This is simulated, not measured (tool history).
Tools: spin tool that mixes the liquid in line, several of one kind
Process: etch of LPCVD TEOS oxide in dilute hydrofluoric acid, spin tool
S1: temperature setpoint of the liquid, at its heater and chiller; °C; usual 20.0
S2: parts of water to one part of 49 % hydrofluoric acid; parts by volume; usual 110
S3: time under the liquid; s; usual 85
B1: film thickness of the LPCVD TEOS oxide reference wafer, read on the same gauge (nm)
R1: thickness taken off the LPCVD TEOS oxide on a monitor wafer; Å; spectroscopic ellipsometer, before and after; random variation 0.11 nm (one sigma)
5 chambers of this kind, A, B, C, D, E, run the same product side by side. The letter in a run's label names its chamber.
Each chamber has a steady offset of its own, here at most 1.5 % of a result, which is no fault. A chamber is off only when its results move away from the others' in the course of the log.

run,day,S1,S2,S3,B1,R1
# day 0.425: chamber D: thermometer replaced
1B,0.500,20.0,110,85,109.98,208.97
2E,1.138,20.0,110,85,110.05,209.63
3D,1.450,20.0,110,85,110.04,208.31
# day 1.533: chamber E: thermometer replaced
4A,1.746,20.0,110,85,110.02,207.37
5C,2.158,20.0,110,50,110.00,122.51
6A,2.562,20.0,110,50,109.96,122.49
7C,3.038,20.0,110,50,110.05,123.65
8E,3.600,20.0,110,50,109.99,123.86
9D,3.929,20.0,110,50,109.97,122.00
10B,4.521,20.0,110,85,110.04,211.32
# day 4.858: chamber C: hydrofluoric acid flow meter replaced
11A,4.867,20.0,110,85,110.03,206.17
12B,5.283,20.0,110,85,110.02,208.53
13D,5.608,20.0,110,85,109.99,206.59
14C,6.138,20.0,110,85,110.00,209.72
15E,6.725,20.0,110,85,109.96,211.23
16D,7.312,20.0,110,85,110.00,207.89
# day 7.833: chamber B: thermometer replaced
17C,7.854,20.0,110,85,110.00,207.81
18B,8.300,21.5,110,125,110.02,332.15
19E,8.708,21.5,110,125,109.97,327.99
20A,9.350,21.5,110,125,109.96,322.96
21E,9.888,21.5,110,125,110.01,328.37
22D,10.500,21.5,110,125,109.98,323.54
23A,10.821,20.0,110,85,109.94,205.12
24B,11.179,20.0,110,85,110.05,209.93
25C,11.554,20.0,110,85,110.00,202.95
26E,11.996,17.0,110,85,110.03,184.27
27D,12.550,17.0,110,85,110.00,184.55
28B,12.896,17.0,110,85,109.99,184.55
29A,13.388,17.0,110,85,110.00,181.59
30C,13.754,17.0,110,85,110.05,176.61
31D,14.400,20.0,110,85,109.99,207.81
32A,14.946,20.0,110,85,110.04,206.37
33C,15.317,20.0,110,85,110.01,200.18
34B,15.667,20.0,110,85,109.98,209.21
35E,16.021,20.0,110,85,110.04,210.73
36B,16.646,20.0,110,85,110.03,210.41
37D,17.096,20.0,110,85,110.00,205.59

Next, every chamber runs the same settings. What will each give?
38A,17.562,20.0,110,85,,?
38B,17.562,20.0,110,85,,?
38C,17.562,20.0,110,85,,?
38D,17.562,20.0,110,85,,?
38E,17.562,20.0,110,85,,?

run,R1
38A,206.67
38B,209.08
38C,197.06
38D,206.28
38E,210.35

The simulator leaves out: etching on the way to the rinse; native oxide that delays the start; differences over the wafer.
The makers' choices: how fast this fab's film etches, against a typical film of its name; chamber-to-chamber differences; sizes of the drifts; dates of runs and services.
